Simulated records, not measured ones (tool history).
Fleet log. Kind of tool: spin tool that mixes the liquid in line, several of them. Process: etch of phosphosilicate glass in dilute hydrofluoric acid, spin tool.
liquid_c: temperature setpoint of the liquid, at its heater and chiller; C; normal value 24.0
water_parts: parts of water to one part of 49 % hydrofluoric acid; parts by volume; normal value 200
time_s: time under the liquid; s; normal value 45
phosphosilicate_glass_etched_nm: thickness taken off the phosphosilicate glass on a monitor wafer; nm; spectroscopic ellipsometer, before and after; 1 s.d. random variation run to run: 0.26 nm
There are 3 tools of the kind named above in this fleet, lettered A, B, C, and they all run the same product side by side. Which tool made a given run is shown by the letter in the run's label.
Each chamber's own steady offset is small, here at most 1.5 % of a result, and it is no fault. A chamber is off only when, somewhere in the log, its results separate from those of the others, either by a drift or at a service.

run	day	liquid_c	water_parts	time_s	read-back film thickness of the phosphosilicate glass reference wafer, read on the same gauge (nm)	phosphosilicate_glass_etched_nm
1A	0.171	24.0	200	45	129.97	31.842
2B	0.329	24.0	200	45	130.01	31.812
3C	0.542	24.0	200	45	130.01	31.977
4C	0.700	24.0	200	45	129.99	31.954
5B	0.925	24.0	200	45	130.01	31.160
6A	1.079	24.0	200	45	129.98	31.643
7B	1.200	24.0	200	45	129.98	31.385
8A	1.425	24.0	200	45	130.04	31.280
9C	1.654	24.0	280	45	129.99	21.118
10B	1.775	24.0	280	45	130.00	20.842
11C	1.875	24.0	280	45	129.98	21.203
12A	2.083	24.0	200	45	129.98	32.124
13A	2.208	28.5	200	35	129.95	29.143
14C	2.383	28.5	200	35	130.00	29.798
15B	2.571	28.5	200	35	129.98	28.779
16C	2.671	24.0	170	60	130.03	52.579
17B	2.875	24.0	170	60	129.99	51.228
18A	3.046	24.0	170	60	129.96	52.416
19A	3.188	24.0	200	45	130.02	31.913
20B	3.392	24.0	200	45	130.02	31.836
21C	3.521	24.0	200	45	130.02	33.096
22C	3.654	24.0	270	45	130.02	22.832
23A	3.758	24.0	270	45	129.98	22.132
24B	3.946	24.0	270	45	130.00	21.757
25A	4.112	24.0	200	45	129.98	31.832
26B	4.267	24.0	200	45	130.00	31.063
27C	4.438	24.0	200	45	129.98	34.140
28B	4.550	26.5	200	20	130.06	15.241
29C	4.742	26.5	200	20	130.01	16.690
30A	4.850	26.5	200	20	130.02	15.401
# day 4.879: chamber B: hydrofluoric acid flow meter replaced
31C	5.012	24.0	200	45	130.00	34.579
32B	5.179	24.0	200	45	129.99	31.566
33A	5.325	24.0	200	45	129.99	31.905
34B	5.438	24.0	200	45	130.04	31.272
35A	5.612	26.5	200	45	129.99	34.857
36C	5.812	26.5	200	45	130.01	38.374
37B	6.042	26.5	200	45	130.02	34.594
38A	6.212	24.0	200	45	129.97	31.640
39C	6.338	21.5	245	45	130.03	24.801
40A	6.521	21.5	245	45	129.99	22.663
41B	6.638	21.5	245	45	130.00	22.213
42C	6.850	24.0	200	45	129.98	35.969

Next, all 3 chambers run the settings below, one line each with question marks for the results. What does each chamber give?
43A	7.017	24.0	135	45		?
43B	7.017	24.0	135	45		?
43C	7.017	24.0	135	45		?

run	phosphosilicate_glass_etched_nm
43A	50.657
43B	50.163
43C	57.490

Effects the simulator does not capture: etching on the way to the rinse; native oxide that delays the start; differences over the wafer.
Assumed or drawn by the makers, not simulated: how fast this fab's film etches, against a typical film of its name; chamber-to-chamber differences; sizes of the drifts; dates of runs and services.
